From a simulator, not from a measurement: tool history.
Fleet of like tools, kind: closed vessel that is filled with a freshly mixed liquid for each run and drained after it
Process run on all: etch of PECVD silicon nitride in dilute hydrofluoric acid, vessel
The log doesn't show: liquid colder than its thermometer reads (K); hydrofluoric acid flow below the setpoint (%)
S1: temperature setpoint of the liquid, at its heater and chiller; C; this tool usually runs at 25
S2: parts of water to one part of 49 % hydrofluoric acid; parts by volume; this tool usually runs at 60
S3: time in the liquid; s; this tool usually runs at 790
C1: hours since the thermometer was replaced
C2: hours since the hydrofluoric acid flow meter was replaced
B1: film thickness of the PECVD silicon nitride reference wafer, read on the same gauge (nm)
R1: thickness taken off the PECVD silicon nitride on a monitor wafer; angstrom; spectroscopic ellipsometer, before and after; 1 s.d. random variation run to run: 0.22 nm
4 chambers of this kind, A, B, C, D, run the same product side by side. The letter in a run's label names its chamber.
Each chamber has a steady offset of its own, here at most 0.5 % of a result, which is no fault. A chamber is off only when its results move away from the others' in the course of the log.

run 1B hour=7.3 | S1=25 S2=60 S3=790 | C1=2096.9 C2=1654.3 | B1=49.979 | R1=317.75
run 2D hour=18.8 | S1=25 S2=60 S3=790 | C1=739.1 C2=181.2 | B1=49.948 | R1=318.6
run 3C hour=27.1 | S1=25 S2=60 S3=790 | C1=1116.2 C2=608.1 | B1=49.972 | R1=320.87
run 4A hour=39.8 | S1=25 S2=60 S3=790 | C1=923.4 C2=1147.9 | B1=49.979 | R1=310.79
run 5C hour=45.8 | S1=25 S2=60 S3=790 | C1=1134.9 C2=626.8 | B1=50.002 | R1=312.01
run 6A hour=53.8 | S1=25 S2=70 S3=790 | C1=937.4 C2=1161.9 | B1=49.999 | R1=265.81
run 7D hour=66.6 | S1=25 S2=70 S3=790 | C1=786.9 C2=229 | B1=50.015 | R1=270.74
run 8B hour=77.3 | S1=25 S2=70 S3=790 | C1=2166.9 C2=1724.3 | B1=49.976 | R1=268.61
run 9C hour=83.7 | S1=25 S2=70 S3=790 | C1=1172.8 C2=664.7 | B1=49.991 | R1=273.29
run 10B hour=94.5 | S1=25 S2=60 S3=790 | C1=2184.1 C2=1741.5 | B1=50.003 | R1=312.32
-- hour=99.6 chamber C: thermometer replaced
run 11A hour=107 | S1=25 S2=60 S3=790 | C1=990.6 C2=1215.1 | B1=49.99 | R1=312.83
run 12D hour=113.3 | S1=25 S2=60 S3=790 | C1=833.6 C2=275.7 | B1=49.955 | R1=311.17
run 13A hour=121 | S1=25 S2=60 S3=790 | C1=1004.6 C2=1229.1 | B1=49.989 | R1=314.42
run 14D hour=133 | S1=25 S2=60 S3=790 | C1=853.3 C2=295.4 | B1=50.021 | R1=312.3
-- hour=136.1 chamber B: hydrofluoric acid flow meter replaced
run 15B hour=139.6 | S1=25 S2=60 S3=790 | C1=2229.2 C2=3.6 | B1=49.964 | R1=312.28
run 16C hour=150.1 | S1=25 S2=60 S3=790 | C1=50.5 C2=731.1 | B1=50.018 | R1=315.88
run 17D hour=159.8 | S1=22.5 S2=60 S3=790 | C1=880.1 C2=322.2 | B1=50.035 | R1=266.18
run 18A hour=173.1 | S1=22.5 S2=60 S3=790 | C1=1056.7 C2=1281.2 | B1=49.97 | R1=267.42
run 19C hour=184.9 | S1=22.5 S2=60 S3=790 | C1=85.3 C2=765.9 | B1=49.975 | R1=264.49
run 20B hour=193.7 | S1=22.5 S2=60 S3=790 | C1=2283.3 C2=57.7 | B1=50.013 | R1=266.4
run 21C hour=207 | S1=25 S2=60 S3=790 | C1=107.4 C2=788 | B1=50.032 | R1=317.28
run 22D hour=219.4 | S1=25 S2=60 S3=790 | C1=939.7 C2=381.8 | B1=50.042 | R1=307.25
run 23A hour=230.7 | S1=25 S2=60 S3=790 | C1=1114.3 C2=1338.8 | B1=49.996 | R1=315.81
run 24B hour=237.4 | S1=25 S2=60 S3=790 | C1=2327 C2=101.4 | B1=50.043 | R1=311.32
run 25A hour=244.2 | S1=25 S2=60 S3=790 | C1=1127.8 C2=1352.3 | B1=49.946 | R1=310.42
run 26D hour=253.3 | S1=25 S2=60 S3=790 | C1=973.6 C2=415.7 | B1=50.026 | R1=303.89
run 27B hour=262.6 | S1=25 S2=60 S3=790 | C1=2352.2 C2=126.6 | B1=49.98 | R1=313.19
run 28C hour=274.2 | S1=25 S2=60 S3=790 | C1=174.6 C2=855.2 | B1=50.004 | R1=312.88
run 29D hour=280.3 | S1=25 S2=60 S3=790 | C1=1000.6 C2=442.7 | B1=50.017 | R1=303.67
run 30A hour=293.2 | S1=25 S2=75 S3=790 | C1=1176.8 C2=1401.3 | B1=49.983 | R1=250.44
run 31B hour=302.3 | S1=25 S2=75 S3=790 | C1=2391.9 C2=166.3 | B1=49.988 | R1=248.99
run 32C hour=314.2 | S1=25 S2=75 S3=790 | C1=214.6 C2=895.2 | B1=50.012 | R1=252.34
run 33D hour=322.7 | S1=25 S2=75 S3=790 | C1=1043 C2=485.1 | B1=50.006 | R1=239.28
run 34C hour=329.9 | S1=25 S2=60 S3=790 | C1=230.3 C2=910.9 | B1=49.978 | R1=314.11
run 35A hour=338.2 | S1=25 S2=60 S3=790 | C1=1221.8 C2=1446.3 | B1=50.021 | R1=315.84
run 36B hour=345.5 | S1=23.5 S2=80 S3=790 | C1=2435.1 C2=209.5 | B1=50.011 | R1=212.71
-- hour=347.2 chamber B: thermometer replaced
run 37A hour=355.9 | S1=23.5 S2=80 S3=790 | C1=1239.5 C2=1464 | B1=49.996 | R1=214.16
run 38C hour=366.9 | S1=23.5 S2=80 S3=790 | C1=267.3 C2=947.9 | B1=50.033 | R1=214.19
run 39B hour=372.7 | S1=23.5 S2=80 S3=790 | C1=25.6 C2=236.7 | B1=49.979 | R1=215.39
run 40D hour=384.7 | S1=25 S2=60 S3=790 | C1=1105 C2=547.1 | B1=49.99 | R1=298.24
run 41B hour=393.2 | S1=25 S2=60 S3=790 | C1=46.1 C2=257.2 | B1=50.006 | R1=315.22

For the next run the whole fleet of 4 chambers uses the same settings. Give each chamber's results:
run 42A hour=402.8 | S1=25 S2=60 S3=790 | R1=?
run 42B hour=402.8 | S1=25 S2=60 S3=790 | R1=?
run 42C hour=402.8 | S1=25 S2=60 S3=790 | R1=?
run 42D hour=402.8 | S1=25 S2=60 S3=790 | R1=?

run=42A R1=315.82
run=42B R1=310.75
run=42C R1=317.98
run=42D R1=293.55

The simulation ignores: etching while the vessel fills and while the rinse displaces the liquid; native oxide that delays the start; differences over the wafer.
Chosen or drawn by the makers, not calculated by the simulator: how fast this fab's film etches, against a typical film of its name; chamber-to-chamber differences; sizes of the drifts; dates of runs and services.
